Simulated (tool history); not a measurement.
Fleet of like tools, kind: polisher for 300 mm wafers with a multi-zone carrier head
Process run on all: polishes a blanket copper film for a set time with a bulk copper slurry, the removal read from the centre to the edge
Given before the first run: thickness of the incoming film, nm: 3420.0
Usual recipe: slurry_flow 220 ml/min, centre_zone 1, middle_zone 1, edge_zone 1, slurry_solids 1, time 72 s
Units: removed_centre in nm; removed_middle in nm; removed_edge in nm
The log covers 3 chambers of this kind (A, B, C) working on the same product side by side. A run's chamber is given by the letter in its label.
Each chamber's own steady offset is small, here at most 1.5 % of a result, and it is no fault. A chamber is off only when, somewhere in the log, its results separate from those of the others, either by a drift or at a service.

run	hour	slurry_flow	centre_zone	middle_zone	edge_zone	slurry_solids	time	removed_centre	removed_middle	removed_edge
1A	4.3	220	1	1	1	1	72	535.82	539.09	542.08
2B	8.5	220	1	1	1	1	72	547.45	537.23	538.12
3C	12.7	220	1	1	1	1	72	531.11	536.46	527.98
4A	16.9	220	1	1	1	1	72	541.96	534.68	547.48
5B	22.7	220	1	1	1	1	72	542.9	535.77	541.69
6C	25.6	220	1	1	1	1	72	536.14	540.1	537.16
7B	31.6	220	1	1	1	1	72	529.55	524.59	541.28
8A	37.6	220	1	1	1	1	72	546.05	541.88	541.48
9C	41.3	220	1	1	1	1	72	534.81	539.01	534.42
10C	45.9	220	1	1	1	1	72	538.95	535.08	531.68
11A	50.1	160	1.05	1	1	1	72	539.83	516.44	518.01
12B	53.5	160	1.05	1	1	1	72	524.57	502.67	512.21
13A	57.5	160	1.05	1	1	1	72	540.22	517.53	528.01
# hour 58.9: chamber C: worn pad replaced by a new one
14B	62.9	220	1	1	1	1.2	86	645.29	653.44	658.51
15C	66.3	220	1	1	1	1.2	86	665.13	676.53	665.06
16A	72.1	220	1	1	1	1.2	86	662.75	664.84	677.07
17C	75.4	220	1	1	1	1	72	536.86	548.85	530.92
18B	78.6	220	1	1	1	1	72	520.17	518.83	523.96
19A	82.2	220	1	1	1	1	72	541.93	538.04	550.02
20B	86.1	220	1	1	1	1	72	521.57	523.67	522.66
21C	92.2	250	1	1	1	1	72	545.97	539.3	527.64
# hour 95: chamber A: worn pad replaced by a new one
22C	97.3	250	1	1	1	1	72	544.55	548.65	531.23
23A	102.1	250	1	1	1	1	72	548.08	534.21	550.57
24B	106.6	220	1	1	1	1	72	499.26	512.61	513.27
25B	111.1	220	1	1	1	1	72	510.16	500.65	514.15
26A	116.3	220	1	1	1	1	72	535.67	547.19	542.95
27C	119.6	220	1	1	1	1.15	59	456.39	451.59	450.73

Is one chamber out of step, is the gauge drifting, or do the chambers differ by no more than their own small offsets? For an off chamber, give its letter and the likeliest cause.

Chamber B drifts away from the others.
Cause: removal rate lost through wear of the pad, % = 6.15.
With only this log, it may be confused with: slurry flow missing at the pad, %.

Chamber B could run next with any of the 4 candidate recipes listed below; each alters the usual settings, and their results appear as question marks. Which one brings its results back in line with what the other chambers deliver on the usual settings?
A result is in line if it is within this distance of the other chambers' mean on the usual settings: removed_centre 18 nm; removed_middle 18 nm; removed_edge 15 nm
28B-1	124	225	1.01	1.02	1	1	80	?	?	?
28B-2	124	220	1	0.99	1	1	68	?	?	?
28B-3	124	220	1	1.01	1	1	76	?	?	?
28B-4	124	215	0.99	0.99	1.01	1	65	?	?	?

Other chambers, usual settings, mean: removed_centre 537.25 nm; removed_middle 538.15 nm; removed_edge 537.49 nm
run	removed_centre	removed_middle	removed_edge
28B-1	569.89	567.95	564.38
28B-2	477.41	468.4	478.88
28B-3	533.65	533.17	535.06
28B-4	449.73	446.38	459.07
28B-3 puts the chamber back in line with the other chambers.

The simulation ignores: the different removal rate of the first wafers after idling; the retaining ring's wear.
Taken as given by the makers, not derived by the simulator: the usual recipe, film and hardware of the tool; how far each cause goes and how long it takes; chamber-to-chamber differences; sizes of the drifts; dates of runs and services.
